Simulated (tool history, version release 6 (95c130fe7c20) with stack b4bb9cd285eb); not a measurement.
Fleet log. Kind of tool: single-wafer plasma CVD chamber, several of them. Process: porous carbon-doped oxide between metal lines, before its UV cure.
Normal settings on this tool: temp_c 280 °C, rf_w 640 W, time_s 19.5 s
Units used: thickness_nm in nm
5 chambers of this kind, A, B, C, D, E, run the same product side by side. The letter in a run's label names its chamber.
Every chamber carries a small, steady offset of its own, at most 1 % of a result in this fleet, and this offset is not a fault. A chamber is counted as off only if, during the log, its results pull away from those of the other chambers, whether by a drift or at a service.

run	day	temp_c	rf_w	time_s	read-back reference wafer on the same gauge, thickness_nm	thickness_nm
1E	0.4	280	640	19.5	138.09	143.39
2A	0.721	280	640	19.5	138.02	140.47
3C	1.183	280	640	19.5	137.88	142.97
# day 1.671: chamber B: thermocouple changed; heater temperature recalibrated
4B	1.858	280	640	19.5	138.17	140.7
5D	2.517	280	640	19.5	138.07	142.11
6B	3.188	286	640	16.3	138.23	115.97
7D	3.775	286	640	16.3	138.1	116.22
8A	4.362	286	640	16.3	138.01	113.9
9E	4.821	286	640	16.3	138.12	115.72
10C	5.421	286	640	16.3	137.92	115.88
11E	5.758	280	640	19.5	137.9	143.27
12B	6.162	280	640	19.5	138.13	140.36
13A	6.675	275	720	19.5	137.86	157.81
14D	7.05	275	720	19.5	137.97	160.49
15C	7.688	275	720	19.5	138.08	159.66
16E	8.129	275	720	19.5	137.95	158.73
# day 8.542: chamber E: thermocouple changed; heater temperature recalibrated
17D	8.804	275	720	19.5	138.04	159.51
18C	9.212	280	640	19.5	138.05	142.64
19B	9.871	280	640	19.5	137.9	140.97
20A	10.429	280	640	21.4	137.98	151.76
21A	11.088	280	640	21.4	138.01	153.17
22B	11.583	280	640	21.4	138	155.85
23D	12.029	280	640	21.4	137.71	155.02
24E	12.388	280	640	21.4	137.99	162.5
25C	13.012	280	640	19.5	137.95	142.59
26E	13.596	280	640	19.5	138.07	148.12
27C	13.988	280	640	19.5	137.94	142.1
28D	14.454	280	640	19.5	138.06	143.59
29A	14.812	280	640	19.5	138.22	139.6
30B	15.138	280	640	19.5	137.97	141.27
31D	15.512	280	680	19.5	138.1	149.33
32C	15.808	280	680	19.5	137.92	148.28
33E	16.375	280	680	19.5	137.89	154.54
34A	16.775	280	680	19.5	137.98	146.26
35B	17.146	280	680	19.5	138.05	145.88
36D	17.688	280	640	19.5	137.98	142.64

For the next run the whole fleet of 5 chambers uses the same settings. Give each chamber's results:
37A	18.175	280	640	21.7		?
37B	18.175	280	640	21.7		?
37C	18.175	280	640	21.7		?
37D	18.175	280	640	21.7		?
37E	18.175	280	640	21.7		?

run	thickness_nm
37A	156.49
37B	156.18
37C	158.15
37D	159.19
37E	163.29
